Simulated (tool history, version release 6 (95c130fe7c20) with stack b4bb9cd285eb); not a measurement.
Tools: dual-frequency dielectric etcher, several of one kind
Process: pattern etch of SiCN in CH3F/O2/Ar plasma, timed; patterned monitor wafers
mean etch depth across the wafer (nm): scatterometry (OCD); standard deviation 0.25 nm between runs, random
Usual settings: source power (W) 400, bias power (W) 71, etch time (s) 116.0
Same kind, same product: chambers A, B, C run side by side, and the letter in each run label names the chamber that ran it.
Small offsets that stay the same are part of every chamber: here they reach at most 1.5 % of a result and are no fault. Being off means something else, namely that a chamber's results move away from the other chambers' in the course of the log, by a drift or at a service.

run,hour,source power (W),bias power (W),etch time (s),hours since the last wet clean,hours since the last source power generator calibration,hours since the last bias power generator calibration,"read-back reference wafer on the same gauge, depth_nm",mean etch depth across the wafer (nm)
1C,6.5,400,71,116.0,252.6,937.1,2812.6,35.495,42.502
2B,17.6,400,71,116.0,272.9,543.9,1915.1,35.511,42.963
3A,24.4,400,71,116.0,524.2,858.3,249.6,35.502,43.664
4C,34.3,400,71,116.0,280.4,964.9,2840.4,35.471,42.927
5A,44.3,400,55,88.0,544.1,878.2,269.5,35.468,30.456
6B,55.0,400,55,88.0,310.3,581.3,1952.5,35.563,30.020
# hour 58.7: chamber B: bias power generator calibrated
7A,67.1,400,55,88.0,566.9,901.0,292.3,35.474,30.225
8C,76.8,400,71,116.0,322.9,1007.4,2882.9,35.459,42.785
9B,82.9,400,81,88.5,338.2,609.2,24.2,35.514,34.210
10C,93.8,400,81,88.5,339.9,1024.4,2899.9,35.439,34.188
11B,106.2,400,81,88.5,361.5,632.5,47.5,35.533,34.329
# hour 109.4: chamber A: wet clean of the chamber
12A,113.5,400,71,116.0,4.1,947.4,338.7,35.514,43.334
13A,123.3,400,71,116.0,13.9,957.2,348.5,35.543,43.792
14B,132.5,400,71,116.0,387.8,658.8,73.8,35.451,43.202
15C,138.9,400,71,116.0,385.0,1069.5,2945.0,35.571,43.035
16A,150.0,400,56,116.0,40.6,983.9,375.2,35.507,40.330
17B,156.0,400,56,116.0,411.3,682.3,97.3,35.423,40.011
18C,169.2,400,56,116.0,415.3,1099.8,2975.3,35.453,39.111
19B,175.8,400,58,98.0,431.1,702.1,117.1,35.486,33.928
20C,181.9,400,58,98.0,428.0,1112.5,2988.0,35.530,33.559
21A,193.6,400,58,98.0,84.2,1027.5,418.8,35.483,34.368
22B,200.6,400,71,116.0,455.9,726.9,141.9,35.505,43.288
23C,208.4,400,71,116.0,454.5,1139.0,3014.5,35.499,42.509
24A,217.2,400,71,116.0,107.8,1051.1,442.4,35.459,43.998
25C,224.8,400,71,116.0,470.9,1155.4,3030.9,35.464,42.542
26A,233.9,400,71,116.0,124.5,1067.8,459.1,35.524,43.625
27B,243.6,400,71,116.0,498.9,769.9,184.9,35.485,43.003
28A,254.4,400,71,116.0,145.0,1088.3,479.6,35.519,44.135
29B,264.2,400,71,116.0,519.5,790.5,205.5,35.553,43.342
# hour 268.8: chamber C: wet clean of the chamber
30C,273.8,400,71,116.0,5.1,1204.4,3079.9,35.558,42.911
31A,285.0,480,55,116.0,175.6,1118.9,510.2,35.528,43.566
# hour 287.5: chamber C: bias power generator calibrated
# hour 292.0: chamber B: wet clean of the chamber
32C,296.0,480,55,116.0,27.3,1226.6,8.5,35.496,41.828
33B,304.1,480,55,116.0,12.1,830.4,245.4,35.510,42.771
34B,314.2,400,71,116.0,22.2,840.5,255.5,35.474,43.123
35A,323.9,320,71,87.5,214.5,1157.8,549.1,35.491,29.946
36C,336.2,320,71,87.5,67.5,1266.8,48.7,35.513,29.592
37C,343.5,320,71,87.5,74.8,1274.1,56.0,35.530,29.660
38B,349.7,400,71,116.0,57.7,876.0,291.0,35.474,43.495

Predict what each chamber gives when all 3 of them run the settings below next.
39A,359.6,400,71,116.0,,,,,?
39B,359.6,400,71,116.0,,,,,?
39C,359.6,400,71,116.0,,,,,?

run,mean etch depth across the wafer (nm)
39A,43.963
39B,43.169
39C,43.241
